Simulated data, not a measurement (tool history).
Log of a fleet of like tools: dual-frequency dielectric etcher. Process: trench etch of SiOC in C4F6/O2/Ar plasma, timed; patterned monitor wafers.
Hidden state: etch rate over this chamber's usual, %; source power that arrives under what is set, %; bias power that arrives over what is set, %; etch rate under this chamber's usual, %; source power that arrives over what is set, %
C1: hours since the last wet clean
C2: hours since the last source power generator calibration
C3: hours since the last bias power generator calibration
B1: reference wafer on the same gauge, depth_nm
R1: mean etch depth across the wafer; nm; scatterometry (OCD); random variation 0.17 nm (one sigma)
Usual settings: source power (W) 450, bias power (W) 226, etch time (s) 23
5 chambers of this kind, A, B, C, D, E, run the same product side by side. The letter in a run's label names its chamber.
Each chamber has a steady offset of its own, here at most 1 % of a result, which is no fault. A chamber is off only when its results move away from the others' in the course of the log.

Run 1A, hour 4.3: usual settings; C1 256.2; C2 3733.2; C3 1586; B1 56.711. Result: R1 53.901 nm.
Run 2E, hour 8.7: usual settings; C1 115.4; C2 1712.2; C3 1592.9; B1 56.675. Result: R1 53.811 nm.
Run 3B, hour 12.4: usual settings; C1 313; C2 1080.9; C3 3041.5; B1 56.69. Result: R1 53.657 nm.
Run 4C, hour 15.7: usual settings; C1 442.6; C2 351.2; C3 1217.5; B1 56.729. Result: R1 53.62 nm.
Run 5D, hour 19.1: usual settings; C1 328.9; C2 1816.5; C3 366; B1 56.659. Result: R1 53.883 nm.
Run 6E, hour 21.2: usual settings; C1 127.9; C2 1724.7; C3 1605.4; B1 56.673. Result: R1 53.883 nm.
Run 7B, hour 24.1: usual settings; C1 324.7; C2 1092.6; C3 3053.2; B1 56.726. Result: R1 53.661 nm.
Run 8C, hour 26.2: usual settings; C1 453.1; C2 361.7; C3 1228; B1 56.729. Result: R1 54.025 nm.
Run 9A, hour 30.6: usual settings; C1 282.5; C2 3759.5; C3 1612.3; B1 56.727. Result: R1 54.018 nm.
Run 10D, hour 33.2: usual settings; C1 343; C2 1830.6; C3 380.1; B1 56.721. Result: R1 53.796 nm.
Run 11C, hour 36.9: usual settings but etch time (s) 27; C1 463.8; C2 372.4; C3 1238.7; B1 56.683. Result: R1 63.135 nm.
Run 12A, hour 40: usual settings but etch time (s) 27; C1 291.9; C2 3768.9; C3 1621.7; B1 56.679. Result: R1 63.313 nm.
Run 13B, hour 44.2: usual settings but etch time (s) 27; C1 344.8; C2 1112.7; C3 3073.3; B1 56.725. Result: R1 63.304 nm.
Run 14E, hour 48.1: usual settings but etch time (s) 27; C1 154.8; C2 1751.6; C3 1632.3; B1 56.697. Result: R1 63.426 nm.
Run 15D, hour 52.7: usual settings but etch time (s) 27; C1 362.5; C2 1850.1; C3 399.6; B1 56.686. Result: R1 63.341 nm.
At hour 53.6: chamber D: wet clean of the chamber.
Run 16B, hour 56.3: usual settings; C1 356.9; C2 1124.8; C3 3085.4; B1 56.695. Result: R1 53.793 nm.
Run 17D, hour 59.3: usual settings; C1 5.7; C2 1856.7; C3 406.2; B1 56.666. Result: R1 54.652 nm.
Run 18C, hour 62.8: usual settings; C1 489.7; C2 398.3; C3 1264.6; B1 56.713. Result: R1 53.851 nm.
Run 19A, hour 66.8: usual settings; C1 318.7; C2 3795.7; C3 1648.5; B1 56.661. Result: R1 54.168 nm.
At hour 68.4: chamber B: wet clean of the chamber.
Run 20E, hour 70.1: usual settings; C1 176.8; C2 1773.6; C3 1654.3; B1 56.689. Result: R1 53.769 nm.
At hour 70.3: chamber C: wet clean of the chamber.
Run 21A, hour 73.9: usual settings; C1 325.8; C2 3802.8; C3 1655.6; B1 56.696. Result: R1 53.824 nm.
Run 22B, hour 77.3: usual settings; C1 9; C2 1145.8; C3 3106.4; B1 56.707. Result: R1 53.758 nm.
Run 23E, hour 80.8: usual settings; C1 187.5; C2 1784.3; C3 1665; B1 56.717. Result: R1 53.72 nm.
Run 24C, hour 84.2: usual settings but etch time (s) 17; C1 14; C2 419.7; C3 1286; B1 56.716. Result: R1 39.755 nm.
Run 25D, hour 88.2: usual settings but etch time (s) 17; C1 34.6; C2 1885.6; C3 435.1; B1 56.683. Result: R1 40.716 nm.
Run 26A, hour 90.7: usual settings but etch time (s) 17; C1 342.6; C2 3819.6; C3 1672.4; B1 56.72. Result: R1 40.089 nm.
Run 27E, hour 94: usual settings but etch time (s) 17; C1 200.7; C2 1797.5; C3 1678.2; B1 56.684. Result: R1 39.651 nm.
Run 28C, hour 98.5: usual settings but etch time (s) 17; C1 28.3; C2 434; C3 1300.3; B1 56.68. Result: R1 40.034 nm.
Run 29D, hour 103.1: usual settings; C1 49.5; C2 1900.5; C3 450; B1 56.692. Result: R1 54.942 nm.
Run 30B, hour 105.9: usual settings; C1 37.6; C2 1174.4; C3 3135; B1 56.663. Result: R1 53.984 nm.
Run 31A, hour 108.3: usual settings; C1 360.2; C2 3837.2; C3 1690; B1 56.7. Result: R1 53.969 nm.
Run 32B, hour 112.6: usual settings; C1 44.3; C2 1181.1; C3 3141.7; B1 56.707. Result: R1 53.436 nm.
Run 33E, hour 116.6: usual settings; C1 223.3; C2 1820.1; C3 1700.8; B1 56.691. Result: R1 53.888 nm.
Run 34D, hour 118.9: usual settings; C1 65.3; C2 1916.3; C3 465.8; B1 56.744. Result: R1 54.981 nm.
Run 35C, hour 123.1: usual settings; C1 52.9; C2 458.6; C3 1324.9; B1 56.705. Result: R1 53.792 nm.
Run 36E, hour 125.7: usual settings; C1 232.4; C2 1829.2; C3 1709.9; B1 56.707. Result: R1 53.788 nm.
Run 37A, hour 128.7: usual settings; C1 380.6; C2 3857.6; C3 1710.4; B1 56.679. Result: R1 54.074 nm.

All 5 chambers run these settings next. Forecast each chamber's results:
Run 38A, hour 132.2: usual settings. Result: R1 ?.
Run 38B, hour 132.2: usual settings. Result: R1 ?.
Run 38C, hour 132.2: usual settings. Result: R1 ?.
Run 38D, hour 132.2: usual settings. Result: R1 ?.
Run 38E, hour 132.2: usual settings. Result: R1 ?.

run      R1
38A   54.11
38B  53.645
38C  53.991
38D  55.179
38E  53.758
